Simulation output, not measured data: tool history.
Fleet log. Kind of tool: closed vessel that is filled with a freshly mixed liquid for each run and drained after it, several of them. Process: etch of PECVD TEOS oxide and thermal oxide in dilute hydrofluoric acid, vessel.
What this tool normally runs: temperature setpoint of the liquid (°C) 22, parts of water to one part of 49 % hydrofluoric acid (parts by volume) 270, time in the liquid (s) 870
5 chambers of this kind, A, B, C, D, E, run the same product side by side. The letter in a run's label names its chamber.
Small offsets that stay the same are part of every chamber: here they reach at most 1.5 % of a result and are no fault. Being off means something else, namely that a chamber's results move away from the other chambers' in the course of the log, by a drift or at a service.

| run | day | temperature setpoint of the liquid (°C) | parts of water to one part of 49 % hydrofluoric acid (parts by volume) | time in the liquid (s) | hours since the thermometer was replaced | hours since the hydrofluoric acid flow meter was replaced | read-back film thickness of the PECVD TEOS oxide reference wafer, read on the same gauge (nm) | read-back film thickness of the thermal oxide reference wafer, read on the same gauge (nm) | thickness taken off the PECVD TEOS oxide on a monitor wafer (Å) | thickness taken off the thermal oxide on a monitor wafer (Å) |
|---|---|---|---|---|---|---|---|---|---|---|
| 1A | 0.317 | 22 | 270 | 870 | 762.2 | 35.6 | 120 | 129.99 | 213.67 | 116.86 |
| 2D | 0.825 | 22 | 270 | 870 | 1301.9 | 933.1 | 120 | 129.99 | 214.22 | 117.58 |
| 3E | 1.217 | 22 | 270 | 870 | 262.1 | 51.3 | 120.01 | 130.01 | 212.14 | 117.91 |
| 4C | 1.521 | 22 | 270 | 870 | 1672.7 | 1099.9 | 120.01 | 129.98 | 209.94 | 116.19 |
| 5B | 1.988 | 20.5 | 185 | 870 | 893.3 | 1594.8 | 119.98 | 130.03 | 320.18 | 171.44 |
| 6A | 2.496 | 20.5 | 185 | 870 | 814.5 | 87.9 | 119.98 | 130 | 321.24 | 176.44 |
| 7E | 2.783 | 20.5 | 185 | 870 | 299.7 | 88.9 | 120 | 130.01 | 321.47 | 173.25 |
| 8D | 3.225 | 20.5 | 185 | 870 | 1359.5 | 990.7 | 120 | 129.99 | 323.07 | 178 |
| 9C | 3.729 | 20.5 | 185 | 870 | 1725.7 | 1152.9 | 120.01 | 130 | 319.77 | 175.22 |
| 10B | 3.992 | 22 | 270 | 870 | 941.4 | 1642.9 | 120.02 | 130.01 | 214.6 | 116.7 |
| 11A | 4.462 | 22 | 270 | 870 | 861.7 | 135.1 | 120 | 130.01 | 210.87 | 117.96 |
| 12E | 4.842 | 22 | 330 | 870 | 349.1 | 138.3 | 120.01 | 130.01 | 162.38 | 89.425 |
| 13B | 5.133 | 22 | 330 | 870 | 968.8 | 1670.3 | 119.99 | 129.99 | 166.25 | 90.798 |
| 14D | 5.429 | 22 | 330 | 870 | 1412.4 | 1043.6 | 120.02 | 130.01 | 165 | 89.715 |
| 15C | 5.688 | 22 | 330 | 870 | 1772.7 | 1199.9 | 119.99 | 129.98 | 162.56 | 88.756 |
| 16E | 6.229 | 22 | 330 | 870 | 382.4 | 171.6 | 119.99 | 129.99 | 163.13 | 90.767 |
|  | 6.479 | chamber B: thermometer replaced |
| 17B | 6.733 | 22 | 270 | 870 | 6.1 | 1708.7 | 120 | 129.98 | 215.68 | 115.66 |
| 18A | 7.175 | 22 | 270 | 870 | 926.8 | 200.2 | 119.99 | 130 | 210.93 | 117.96 |
| 19D | 7.571 | 22 | 270 | 870 | 1463.8 | 1095 | 120 | 129.99 | 213.22 | 117.42 |
| 20C | 8.096 | 22 | 270 | 870 | 1830.5 | 1257.7 | 120.01 | 130.02 | 211.89 | 115.41 |
|  | 8.292 | chamber D: hydrofluoric acid flow meter replaced |
| 21B | 8.517 | 22 | 270 | 870 | 48.9 | 1751.5 | 120 | 129.98 | 216.02 | 114.69 |
| 22D | 8.912 | 22 | 270 | 870 | 1496 | 14.9 | 119.97 | 129.96 | 212.08 | 116.03 |
| 23E | 9.375 | 22 | 270 | 870 | 457.9 | 247.1 | 120 | 129.99 | 212.25 | 116.33 |
| 24A | 9.617 | 22 | 270 | 870 | 985.4 | 258.8 | 119.99 | 130.02 | 211.44 | 117.53 |
| 25C | 10.171 | 22 | 270 | 870 | 1880.3 | 1307.5 | 120 | 130.03 | 210.54 | 114.44 |
|  | 10.421 | chamber B: hydrofluoric acid flow meter replaced |
|  | 10.629 | chamber C: hydrofluoric acid flow meter replaced |
| 26E | 10.688 | 22 | 270 | 870 | 489.4 | 278.6 | 120 | 130 | 212.09 | 116.6 |
| 27B | 11.146 | 22 | 270 | 870 | 112 | 17.5 | 119.99 | 129.98 | 215.43 | 117.26 |
| 28A | 11.562 | 22 | 320 | 870 | 1032.1 | 305.5 | 120.01 | 129.99 | 170.08 | 94.468 |
| 29D | 12.017 | 22 | 320 | 870 | 1570.5 | 89.4 | 119.99 | 130 | 171.56 | 94.312 |
| 30C | 12.3 | 22 | 320 | 870 | 1931.4 | 40.2 | 119.99 | 130 | 168.6 | 91.467 |
| 31C | 12.746 | 22 | 320 | 870 | 1942.1 | 50.9 | 120 | 130 | 168.04 | 92.907 |
| 32B | 13.258 | 22 | 320 | 870 | 162.7 | 68.2 | 120.02 | 129.99 | 173.93 | 94.233 |
| 33E | 13.683 | 22 | 270 | 870 | 561.3 | 350.5 | 120.02 | 129.99 | 210.67 | 115.64 |
| 34D | 13.988 | 24 | 270 | 1045 | 1617.8 | 136.7 | 119.99 | 129.99 | 274.81 | 151.39 |
| 35A | 14.246 | 24 | 270 | 1045 | 1096.5 | 369.9 | 120 | 129.98 | 276.31 | 151.59 |
| 36D | 14.517 | 24 | 270 | 1045 | 1630.5 | 149.4 | 120.02 | 130 | 277.1 | 152.16 |
| 37E | 14.788 | 24 | 270 | 1045 | 587.8 | 377 | 120.02 | 130.01 | 273.7 | 152.03 |

What goes on in this fleet: one chamber off, a drifting gauge, or nothing beyond the chambers' own small offsets? Name the chamber and the cause, if any.

The fleet is healthy, with each chamber sitting at its usual small offset and no drift in the gauge.
